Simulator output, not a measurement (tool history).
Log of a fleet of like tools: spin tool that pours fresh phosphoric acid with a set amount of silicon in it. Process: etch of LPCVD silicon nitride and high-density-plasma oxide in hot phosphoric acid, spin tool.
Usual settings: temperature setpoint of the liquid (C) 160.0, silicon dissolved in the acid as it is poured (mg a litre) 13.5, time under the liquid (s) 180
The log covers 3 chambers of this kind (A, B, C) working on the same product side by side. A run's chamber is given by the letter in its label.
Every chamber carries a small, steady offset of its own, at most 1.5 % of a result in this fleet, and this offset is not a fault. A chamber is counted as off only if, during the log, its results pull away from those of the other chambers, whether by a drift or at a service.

run,hour,temperature setpoint of the liquid (C),silicon dissolved in the acid as it is poured (mg a litre),time under the liquid (s),hours since the thermometer was replaced,hours since the dissolved silicon flow meter was replaced,hours since the heated supply line was repaired,"read-back film thickness of the LPCVD silicon nitride reference wafer, read on the same gauge (nm)","read-back film thickness of the high-density-plasma oxide reference wafer, read on the same gauge (nm)",thickness taken off the LPCVD silicon nitride on a monitor wafer (angstrom),thickness taken off the high-density-plasma oxide on a monitor wafer (angstrom)
1A,13.0,160.0,13.5,180,1658.3,1854.9,1580.5,120.01,150.00,164.440,6.1661
2B,26.0,160.0,13.5,180,572.2,1730.3,3327.4,119.98,149.99,162.080,6.1059
3C,37.8,160.0,13.5,180,1719.4,681.6,1161.1,120.01,149.99,164.070,5.8412
4A,50.2,160.0,13.5,180,1695.5,1892.1,1617.7,119.96,149.99,164.590,6.4420
5C,60.3,160.0,4.0,285,1741.9,704.1,1183.6,119.99,150.02,254.830,11.8150
6B,70.2,160.0,4.0,285,616.4,1774.5,3371.6,119.98,150.00,258.390,11.2770
7A,81.3,160.0,4.0,285,1726.6,1923.2,1648.8,120.00,149.99,262.750,12.1580
8C,95.1,160.0,13.5,180,1776.7,738.9,1218.4,120.03,150.00,159.300,5.7654
# hour 95.2: chamber B: heated supply line repaired
9B,108.8,160.0,13.5,180,655.0,1813.1,13.6,120.03,149.98,163.650,6.5644
10A,116.6,160.0,13.5,180,1761.9,1958.5,1684.1,120.01,150.02,163.650,5.8492
11C,130.7,160.0,13.5,180,1812.3,774.5,1254.0,120.00,150.00,163.590,6.5701
12B,139.8,160.0,13.5,180,686.0,1844.1,44.6,119.98,150.02,166.980,6.0353
13B,152.9,157.5,13.5,180,699.1,1857.2,57.7,120.03,149.99,148.840,5.5625
14C,164.3,157.5,13.5,180,1845.9,808.1,1287.6,120.00,149.99,152.310,4.9532
# hour 171.6: chamber A: dissolved silicon flow meter replaced
15A,174.6,157.5,13.5,180,1819.9,3.0,1742.1,120.03,149.99,150.770,4.6490
16C,187.7,160.0,13.5,180,1869.3,831.5,1311.0,120.01,149.99,162.920,6.2468
17B,201.6,160.0,13.5,180,747.8,1905.9,106.4,120.01,150.00,163.200,6.2121
18A,208.9,160.0,13.5,135,1854.2,37.3,1776.4,120.02,150.01,123.280,4.6039
19B,216.1,160.0,13.5,135,762.3,1920.4,120.9,119.99,150.01,123.300,5.3315
20C,230.4,160.0,13.5,135,1912.0,874.2,1353.7,120.01,149.99,123.310,4.6187
21A,237.3,160.0,13.5,180,1882.6,65.7,1804.8,119.99,150.00,166.780,6.1002
22C,248.5,160.0,13.5,180,1930.1,892.3,1371.8,120.01,149.99,165.200,6.2802
23B,257.7,160.0,13.5,180,803.9,1962.0,162.5,120.01,149.99,163.860,6.5682
24A,265.9,160.0,13.5,180,1911.2,94.3,1833.4,119.98,150.00,165.210,6.4267
25C,273.8,160.0,13.5,180,1955.4,917.6,1397.1,120.04,150.01,163.380,6.5850
# hour 276.7: chamber C: thermometer replaced
26A,286.3,160.0,13.5,180,1931.6,114.7,1853.8,120.00,149.98,166.970,6.5723
27B,295.2,161.0,13.5,180,841.4,1999.5,200.0,120.02,150.01,168.290,6.6377
28B,304.7,161.0,13.5,180,850.9,2009.0,209.5,120.02,150.01,170.140,6.7904
# hour 312.2: chamber C: heated supply line repaired
29C,312.2,161.0,13.5,180,35.5,956.0,0.1,120.02,150.00,173.610,6.6063
30A,320.3,161.5,13.5,180,1965.6,148.7,1887.8,120.03,150.02,173.440,6.4705
31A,328.4,161.5,13.5,180,1973.7,156.8,1895.9,119.97,149.99,174.180,7.0307
32C,336.1,161.5,13.5,180,59.4,979.9,24.0,119.97,150.02,174.170,6.0493
33B,348.5,160.0,13.5,180,894.7,2052.8,253.3,120.02,149.98,162.360,6.3740
# hour 350.4: chamber A: heated supply line repaired
34A,357.8,160.0,13.5,180,2003.1,186.2,7.5,120.03,150.02,163.960,6.8946
35B,368.5,160.0,13.5,180,914.7,2072.8,273.3,119.97,150.01,166.260,6.4845
36C,376.6,157.0,13.5,105,99.9,1020.4,64.5,119.98,150.01,87.210,2.7991
37C,382.9,157.0,13.5,105,106.2,1026.7,70.8,119.96,150.01,87.823,2.8175

Is one chamber out of step, is the gauge drifting, or do the chambers differ by no more than their own small offsets? For an off chamber, give its letter and the likeliest cause.

No chamber is off and the gauge is stable; the differences are just each chamber's small, constant offset.

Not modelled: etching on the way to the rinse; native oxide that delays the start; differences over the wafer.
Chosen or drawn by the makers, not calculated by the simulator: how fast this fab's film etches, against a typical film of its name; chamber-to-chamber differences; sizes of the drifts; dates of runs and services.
